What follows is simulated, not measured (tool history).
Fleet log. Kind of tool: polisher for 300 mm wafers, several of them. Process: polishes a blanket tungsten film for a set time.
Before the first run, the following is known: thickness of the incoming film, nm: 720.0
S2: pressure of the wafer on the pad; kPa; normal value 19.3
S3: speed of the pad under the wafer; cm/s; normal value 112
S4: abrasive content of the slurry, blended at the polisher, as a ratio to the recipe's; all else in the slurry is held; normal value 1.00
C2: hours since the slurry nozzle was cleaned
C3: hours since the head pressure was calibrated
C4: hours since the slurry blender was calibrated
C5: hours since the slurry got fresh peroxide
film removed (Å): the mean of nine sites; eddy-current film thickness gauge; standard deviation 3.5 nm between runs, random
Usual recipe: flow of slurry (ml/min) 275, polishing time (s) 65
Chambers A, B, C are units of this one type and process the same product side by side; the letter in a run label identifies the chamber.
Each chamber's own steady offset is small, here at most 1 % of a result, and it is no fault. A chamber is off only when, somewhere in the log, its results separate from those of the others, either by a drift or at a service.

{"hour": 2.8, "done": "chamber B: worn pad replaced by a new one"}
{"hour": 6.0, "done": "chamber A: slurry tank refilled with fresh slurry and peroxide"}
{"run": "1B", "hour": 7.5, "flow of slurry (ml/min)": 275, "S2": 19.3, "S3": 112, "S4": 1.0, "polishing time (s)": 65, "wafers polished on this pad": 44, "C2": 294.8, "C3": 321.5, "C4": 171.6, "C5": 24.0, "film removed (Å)": 2679.9}
{"hour": 8.7, "done": "chamber B: slurry nozzle cleaned"}
{"hour": 9.7, "done": "chamber C: slurry tank refilled with fresh slurry and peroxide"}
{"hour": 12.9, "done": "chamber C: slurry nozzle cleaned"}
{"run": "2C", "hour": 14.4, "flow of slurry (ml/min)": 275, "S2": 19.3, "S3": 112, "S4": 1.0, "polishing time (s)": 65, "wafers polished on this pad": 859, "C2": 1.5, "C3": 975.1, "C4": 300.4, "C5": 4.7, "film removed (Å)": 2627.8}
{"run": "3A", "hour": 22.1, "flow of slurry (ml/min)": 275, "S2": 19.3, "S3": 112, "S4": 1.0, "polishing time (s)": 65, "wafers polished on this pad": 339, "C2": 217.5, "C3": 77.8, "C4": 50.9, "C5": 16.2, "film removed (Å)": 2673.9}
{"run": "4A", "hour": 31.1, "flow of slurry (ml/min)": 275, "S2": 19.3, "S3": 112, "S4": 1.0, "polishing time (s)": 65, "wafers polished on this pad": 423, "C2": 226.5, "C3": 86.8, "C4": 59.9, "C5": 25.2, "film removed (Å)": 2638.3}
{"run": "5B", "hour": 39.3, "flow of slurry (ml/min)": 275, "S2": 19.3, "S3": 112, "S4": 1.0, "polishing time (s)": 65, "wafers polished on this pad": 341, "C2": 30.7, "C3": 353.3, "C4": 203.4, "C5": 55.8, "film removed (Å)": 2716.9}
{"hour": 39.6, "done": "chamber C: worn pad replaced by a new one"}
{"run": "6C", "hour": 50.1, "flow of slurry (ml/min)": 275, "S2": 19.3, "S3": 112, "S4": 1.1, "polishing time (s)": 65, "wafers polished on this pad": 98, "C2": 37.2, "C3": 1010.8, "C4": 336.1, "C5": 40.4, "film removed (Å)": 2764.4}
{"hour": 50.5, "done": "chamber A: slurry tank refilled with fresh slurry and peroxide"}
{"run": "7B", "hour": 56.5, "flow of slurry (ml/min)": 275, "S2": 19.3, "S3": 112, "S4": 1.1, "polishing time (s)": 65, "wafers polished on this pad": 502, "C2": 47.9, "C3": 370.5, "C4": 220.6, "C5": 73.0, "film removed (Å)": 2746.1}
{"run": "8C", "hour": 66.3, "flow of slurry (ml/min)": 275, "S2": 19.3, "S3": 112, "S4": 1.1, "polishing time (s)": 65, "wafers polished on this pad": 249, "C2": 53.4, "C3": 1027.0, "C4": 352.3, "C5": 56.6, "film removed (Å)": 2684.0}
{"run": "9A", "hour": 71.3, "flow of slurry (ml/min)": 275, "S2": 19.3, "S3": 112, "S4": 1.0, "polishing time (s)": 65, "wafers polished on this pad": 799, "C2": 266.7, "C3": 127.0, "C4": 100.1, "C5": 20.9, "film removed (Å)": 2696.4}
{"hour": 74.7, "done": "chamber A: worn pad replaced by a new one"}
{"run": "10B", "hour": 76.1, "flow of slurry (ml/min)": 275, "S2": 19.3, "S3": 112, "S4": 1.0, "polishing time (s)": 65, "wafers polished on this pad": 685, "C2": 67.5, "C3": 390.1, "C4": 240.2, "C5": 92.6, "film removed (Å)": 2682.9}
{"run": "11C", "hour": 83.7, "flow of slurry (ml/min)": 275, "S2": 19.3, "S3": 112, "S4": 1.0, "polishing time (s)": 65, "wafers polished on this pad": 412, "C2": 70.8, "C3": 1044.4, "C4": 369.7, "C5": 74.0, "film removed (Å)": 2665.8}
{"hour": 88.6, "done": "chamber A: slurry tank refilled with fresh slurry and peroxide"}
{"run": "12A", "hour": 90.7, "flow of slurry (ml/min)": 275, "S2": 19.3, "S3": 112, "S4": 1.0, "polishing time (s)": 65, "wafers polished on this pad": 150, "C2": 286.1, "C3": 146.4, "C4": 119.5, "C5": 2.2, "film removed (Å)": 2690.2}
{"hour": 94.5, "done": "chamber B: worn pad replaced by a new one"}
{"hour": 97.4, "done": "chamber B: slurry tank refilled with fresh slurry and peroxide"}
{"run": "13B", "hour": 101.6, "flow of slurry (ml/min)": 275, "S2": 19.3, "S3": 112, "S4": 1.0, "polishing time (s)": 65, "wafers polished on this pad": 66, "C2": 93.0, "C3": 415.6, "C4": 265.7, "C5": 4.3, "film removed (Å)": 2810.5}
{"run": "14A", "hour": 107.5, "flow of slurry (ml/min)": 275, "S2": 19.3, "S3": 112, "S4": 1.0, "polishing time (s)": 65, "wafers polished on this pad": 307, "C2": 302.9, "C3": 163.2, "C4": 136.3, "C5": 19.0, "film removed (Å)": 2671.3}
{"run": "15C", "hour": 116.0, "flow of slurry (ml/min)": 275, "S2": 19.3, "S3": 112, "S4": 1.0, "polishing time (s)": 65, "wafers polished on this pad": 714, "C2": 103.1, "C3": 1076.7, "C4": 402.0, "C5": 106.3, "film removed (Å)": 2701.4}
{"run": "16C", "hour": 121.0, "flow of slurry (ml/min)": 275, "S2": 19.3, "S3": 112, "S4": 1.0, "polishing time (s)": 65, "wafers polished on this pad": 760, "C2": 108.1, "C3": 1081.7, "C4": 407.0, "C5": 111.3, "film removed (Å)": 2642.5}
{"run": "17A", "hour": 126.0, "flow of slurry (ml/min)": 275, "S2": 19.3, "S3": 112, "S4": 1.0, "polishing time (s)": 65, "wafers polished on this pad": 480, "C2": 321.4, "C3": 181.7, "C4": 154.8, "C5": 37.5, "film removed (Å)": 2667.6}
{"hour": 132.3, "done": "chamber A: slurry tank refilled with fresh slurry and peroxide"}
{"run": "18B", "hour": 132.5, "flow of slurry (ml/min)": 275, "S2": 19.3, "S3": 112, "S4": 1.15, "polishing time (s)": 46, "wafers polished on this pad": 355, "C2": 123.9, "C3": 446.5, "C4": 296.6, "C5": 35.2, "film removed (Å)": 2082.3}
{"run": "19B", "hour": 141.8, "flow of slurry (ml/min)": 275, "S2": 19.3, "S3": 112, "S4": 1.15, "polishing time (s)": 46, "wafers polished on this pad": 442, "C2": 133.2, "C3": 455.8, "C4": 305.9, "C5": 44.5, "film removed (Å)": 2113.2}
{"run": "20A", "hour": 147.6, "flow of slurry (ml/min)": 275, "S2": 19.3, "S3": 112, "S4": 1.15, "polishing time (s)": 46, "wafers polished on this pad": 681, "C2": 343.0, "C3": 203.3, "C4": 176.4, "C5": 15.4, "film removed (Å)": 1931.2}

What goes on in this fleet: one chamber off, a drifting gauge, or nothing beyond the chambers' own small offsets? Name the chamber and the cause, if any.

Little by little, chamber B moves away from the other chambers.
Cause: head's pressure above its setpoint, % = 9.46.

Chamber B could run next with any of the 4 candidate recipes listed below; each alters the usual settings, and their results appear as question marks. Which one brings its results back in line with what the other chambers deliver on the usual settings?
In line means no further than this from the other chambers' mean on the usual settings: film removed (Å) 120.0
{"run": "21B-1", "hour": 155.4, "flow of slurry (ml/min)": 275, "S2": 20.0, "S3": 118, "S4": 1.0, "polishing time (s)": 65, "film removed (Å)": "?"}
{"run": "21B-2", "hour": 155.4, "flow of slurry (ml/min)": 275, "S2": 19.3, "S3": 122, "S4": 1.0, "polishing time (s)": 70, "film removed (Å)": "?"}
{"run": "21B-3", "hour": 155.4, "flow of slurry (ml/min)": 275, "S2": 17.9, "S3": 106, "S4": 1.0, "polishing time (s)": 62, "film removed (Å)": "?"}
{"run": "21B-4", "hour": 155.4, "flow of slurry (ml/min)": 275, "S2": 18.6, "S3": 108, "S4": 1.0, "polishing time (s)": 63, "film removed (Å)": "?"}

Other chambers, usual settings, mean: film removed (Å) 2656.6
run=21B-1 film_removed_(Å)=3202.0
run=21B-2 film_removed_(Å)=3441.1
run=21B-3 film_removed_(Å)=2454.1
run=21B-4 film_removed_(Å)=2640.3
21B-4 is the one that brings the chamber's results back in line with the other chambers.
